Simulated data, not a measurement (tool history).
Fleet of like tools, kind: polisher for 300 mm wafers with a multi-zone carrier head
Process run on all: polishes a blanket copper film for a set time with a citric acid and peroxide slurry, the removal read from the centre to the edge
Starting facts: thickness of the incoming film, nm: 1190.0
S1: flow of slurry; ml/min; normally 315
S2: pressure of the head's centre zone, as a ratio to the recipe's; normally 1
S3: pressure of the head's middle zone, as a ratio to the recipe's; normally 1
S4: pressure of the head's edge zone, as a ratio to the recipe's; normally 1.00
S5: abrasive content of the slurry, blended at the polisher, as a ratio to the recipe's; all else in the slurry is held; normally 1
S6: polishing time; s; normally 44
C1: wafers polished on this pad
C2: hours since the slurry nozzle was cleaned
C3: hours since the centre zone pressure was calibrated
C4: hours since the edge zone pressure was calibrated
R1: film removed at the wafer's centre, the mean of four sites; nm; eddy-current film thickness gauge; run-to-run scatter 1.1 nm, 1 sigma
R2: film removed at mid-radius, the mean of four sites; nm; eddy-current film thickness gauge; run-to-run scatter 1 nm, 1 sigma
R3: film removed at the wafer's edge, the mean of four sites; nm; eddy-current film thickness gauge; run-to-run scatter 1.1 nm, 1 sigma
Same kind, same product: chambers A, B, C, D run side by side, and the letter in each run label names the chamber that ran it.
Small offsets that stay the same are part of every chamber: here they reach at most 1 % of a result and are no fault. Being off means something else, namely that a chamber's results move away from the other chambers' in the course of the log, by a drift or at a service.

{"run": "1B", "hour": 11.2, "S1": 315, "S2": 1, "S3": 1, "S4": 1.0, "S5": 1, "S6": 44, "C1": 1291, "C2": 295.4, "C3": 736.9, "C4": 368.7, "R1": 112.46, "R2": 110.57, "R3": 113.89}
{"hour": 14.2, "done": "chamber B: centre zone pressure recalibrated"}
{"hour": 18.6, "done": "chamber B: worn pad replaced by a new one"}
{"hour": 22.8, "done": "chamber D: worn pad replaced by a new one"}
{"run": "2D", "hour": 23.7, "S1": 315, "S2": 1, "S3": 1, "S4": 1.0, "S5": 1, "S6": 44, "C1": 15, "C2": 538.1, "C3": 1429.6, "C4": 302.1, "R1": 111.33, "R2": 111.26, "R3": 112.91}
{"hour": 32.4, "done": "chamber A: worn pad replaced by a new one"}
{"run": "3A", "hour": 32.7, "S1": 315, "S2": 1, "S3": 1, "S4": 1.0, "S5": 1, "S6": 44, "C1": 6, "C2": 152.3, "C3": 913.7, "C4": 825.8, "R1": 110.86, "R2": 112.93, "R3": 115.16}
{"hour": 34.5, "done": "chamber C: worn pad replaced by a new one"}
{"run": "4C", "hour": 43.0, "S1": 315, "S2": 1, "S3": 1, "S4": 1.0, "S5": 1, "S6": 44, "C1": 141, "C2": 260.9, "C3": 477.9, "C4": 362.6, "R1": 113.11, "R2": 110.81, "R3": 111.33}
{"run": "5D", "hour": 52.9, "S1": 315, "S2": 1, "S3": 1, "S4": 1.0, "S5": 1, "S6": 44, "C1": 497, "C2": 567.3, "C3": 1458.8, "C4": 331.3, "R1": 111.42, "R2": 112.0, "R3": 112.0}
{"run": "6C", "hour": 60.2, "S1": 315, "S2": 1, "S3": 1, "S4": 1.0, "S5": 1, "S6": 44, "C1": 425, "C2": 278.1, "C3": 495.1, "C4": 379.8, "R1": 110.38, "R2": 111.67, "R3": 110.05}
{"run": "7A", "hour": 68.8, "S1": 315, "S2": 1, "S3": 1, "S4": 1.0, "S5": 1, "S6": 44, "C1": 602, "C2": 188.4, "C3": 949.8, "C4": 861.9, "R1": 110.29, "R2": 114.53, "R3": 111.86}
{"run": "8B", "hour": 74.9, "S1": 315, "S2": 1, "S3": 1, "S4": 1.0, "S5": 1, "S6": 44, "C1": 930, "C2": 359.1, "C3": 60.7, "C4": 432.4, "R1": 112.84, "R2": 109.33, "R3": 112.47}
{"hour": 80.3, "done": "chamber D: worn pad replaced by a new one"}
{"run": "9C", "hour": 80.9, "S1": 315, "S2": 1, "S3": 1, "S4": 1.0, "S5": 1, "S6": 44, "C1": 767, "C2": 298.8, "C3": 515.8, "C4": 400.5, "R1": 112.44, "R2": 109.08, "R3": 111.08}
{"run": "10B", "hour": 87.7, "S1": 315, "S2": 1, "S3": 1, "S4": 1.0, "S5": 1, "S6": 44, "C1": 1142, "C2": 371.9, "C3": 73.5, "C4": 445.2, "R1": 110.66, "R2": 112.77, "R3": 112.03}
{"hour": 91.5, "done": "chamber C: worn pad replaced by a new one"}
{"run": "11A", "hour": 96.8, "S1": 315, "S2": 1, "S3": 1, "S4": 1.0, "S5": 1, "S6": 44, "C1": 1064, "C2": 216.4, "C3": 977.8, "C4": 889.9, "R1": 111.91, "R2": 111.81, "R3": 111.06}
{"hour": 104.2, "done": "chamber B: worn pad replaced by a new one"}
{"hour": 104.7, "done": "chamber A: worn pad replaced by a new one"}
{"run": "12D", "hour": 105.5, "S1": 315, "S2": 1, "S3": 1, "S4": 1.0, "S5": 1, "S6": 44, "C1": 416, "C2": 619.9, "C3": 1511.4, "C4": 383.9, "R1": 112.19, "R2": 113.28, "R3": 112.5}
{"hour": 108.7, "done": "chamber D: centre zone pressure recalibrated"}
{"run": "13B", "hour": 116.0, "S1": 315, "S2": 1, "S3": 1, "S4": 1.0, "S5": 1, "S6": 44, "C1": 196, "C2": 400.2, "C3": 101.8, "C4": 473.5, "R1": 110.65, "R2": 112.51, "R3": 113.33}
{"run": "14D", "hour": 125.7, "S1": 315, "S2": 1, "S3": 1, "S4": 1.0, "S5": 1, "S6": 44, "C1": 749, "C2": 640.1, "C3": 17.0, "C4": 404.1, "R1": 98.535, "R2": 110.72, "R3": 112.38}
{"run": "15C", "hour": 136.3, "S1": 315, "S2": 1, "S3": 1, "S4": 1.0, "S5": 1, "S6": 44, "C1": 739, "C2": 354.2, "C3": 571.2, "C4": 455.9, "R1": 111.38, "R2": 110.19, "R3": 113.81}
{"hour": 142.9, "done": "chamber B: slurry nozzle cleaned"}
{"run": "16A", "hour": 144.0, "S1": 315, "S2": 1, "S3": 1, "S4": 1.0, "S5": 1, "S6": 44, "C1": 648, "C2": 263.6, "C3": 1025.0, "C4": 937.1, "R1": 111.95, "R2": 112.91, "R3": 113.24}
{"hour": 151.2, "done": "chamber A: slurry nozzle cleaned"}
{"hour": 153.3, "done": "chamber D: worn pad replaced by a new one"}
{"run": "17D", "hour": 155.4, "S1": 315, "S2": 1, "S3": 1, "S4": 1.0, "S5": 1, "S6": 44, "C1": 35, "C2": 669.8, "C3": 46.7, "C4": 433.8, "R1": 97.98, "R2": 111.18, "R3": 113.04}
{"hour": 159.7, "done": "chamber C: worn pad replaced by a new one"}
{"run": "18B", "hour": 163.4, "S1": 265, "S2": 1, "S3": 1, "S4": 1.08, "S5": 1, "S6": 44, "C1": 978, "C2": 20.5, "C3": 149.2, "C4": 520.9, "R1": 108.45, "R2": 108.89, "R3": 115.29}
{"hour": 171.1, "done": "chamber A: worn pad replaced by a new one"}
{"run": "19C", "hour": 176.3, "S1": 265, "S2": 1, "S3": 1, "S4": 1.08, "S5": 1, "S6": 44, "C1": 274, "C2": 394.2, "C3": 611.2, "C4": 495.9, "R1": 111.43, "R2": 109.64, "R3": 113.62}
{"hour": 184.6, "done": "chamber D: edge zone pressure recalibrated"}
{"hour": 184.6, "done": "chamber B: worn pad replaced by a new one"}
{"run": "20A", "hour": 187.0, "S1": 265, "S2": 1, "S3": 1, "S4": 1.08, "S5": 1, "S6": 44, "C1": 264, "C2": 35.9, "C3": 1068.0, "C4": 980.1, "R1": 109.97, "R2": 109.07, "R3": 116.85}
{"run": "21C", "hour": 199.2, "S1": 265, "S2": 1, "S3": 1, "S4": 1.08, "S5": 1, "S6": 44, "C1": 652, "C2": 417.1, "C3": 634.1, "C4": 518.8, "R1": 110.82, "R2": 110.34, "R3": 111.9}
{"run": "22D", "hour": 210.9, "S1": 315, "S2": 1, "S3": 1, "S4": 1.0, "S5": 1, "S6": 44, "C1": 951, "C2": 725.3, "C3": 102.2, "C4": 26.3, "R1": 97.187, "R2": 111.71, "R3": 111.3}
{"run": "23B", "hour": 217.3, "S1": 315, "S2": 1, "S3": 1, "S4": 1.0, "S5": 1, "S6": 44, "C1": 540, "C2": 74.4, "C3": 203.1, "C4": 574.8, "R1": 112.77, "R2": 111.94, "R3": 115.57}
{"run": "24A", "hour": 228.0, "S1": 315, "S2": 1, "S3": 1, "S4": 0.96, "S5": 1, "S6": 44, "C1": 941, "C2": 76.9, "C3": 1109.0, "C4": 1021.1, "R1": 110.38, "R2": 110.97, "R3": 108.03}
{"run": "25B", "hour": 241.8, "S1": 315, "S2": 1, "S3": 1, "S4": 0.96, "S5": 1, "S6": 44, "C1": 944, "C2": 98.9, "C3": 227.6, "C4": 599.3, "R1": 111.5, "R2": 109.65, "R3": 112.09}

Read the log: is a single chamber off, either drifting away or since a service, is the gauge that measures every chamber drifting, or is nothing wrong beyond small per-chamber offsets? Name any odd chamber and what most likely caused it.

After it was serviced, chamber D no longer matches the other chambers.
Likeliest cause: centre zone's pressure below its setpoint, % = 10.8.

Chamber D could run next with any of the 4 candidate recipes listed below; each alters the usual settings, and their results appear as question marks. Which one brings its results back in line with what the other chambers deliver on the usual settings?
To be in line, a result may differ from the other chambers' mean on the usual settings by at most: R1 3.900 nm; R2 3.50 nm; R3 3.80 nm
{"run": "26D-1", "hour": 251.6, "S1": 310, "S2": 0.9, "S3": 1.02, "S4": 1.03, "S5": 1, "S6": 43, "R1": "?", "R2": "?", "R3": "?"}
{"run": "26D-2", "hour": 251.6, "S1": 305, "S2": 0.85, "S3": 1.03, "S4": 1.05, "S5": 1, "S6": 43, "R1": "?", "R2": "?", "R3": "?"}
{"run": "26D-3", "hour": 251.6, "S1": 320, "S2": 1.1, "S3": 0.98, "S4": 0.97, "S5": 1, "S6": 45, "R1": "?", "R2": "?", "R3": "?"}
{"run": "26D-4", "hour": 251.6, "S1": 325, "S2": 1.16, "S3": 0.97, "S4": 0.94, "S5": 1, "S6": 46, "R1": "?", "R2": "?", "R3": "?"}

Usual-settings mean across the other chambers: R1 111.310 nm; R2 111.49 nm; R3 111.52 nm
run=26D-1 R1=85.088 R2=109.76 R3=110.64
run=26D-2 R1=79.748 R2=110.61 R3=111.63
run=26D-3 R1=111.180 R2=110.91 R3=112.53
run=26D-4 R1=120.540 R2=112.43 R3=113.33
Change 26D-3 lands the chamber within the allowed miss of the other chambers.
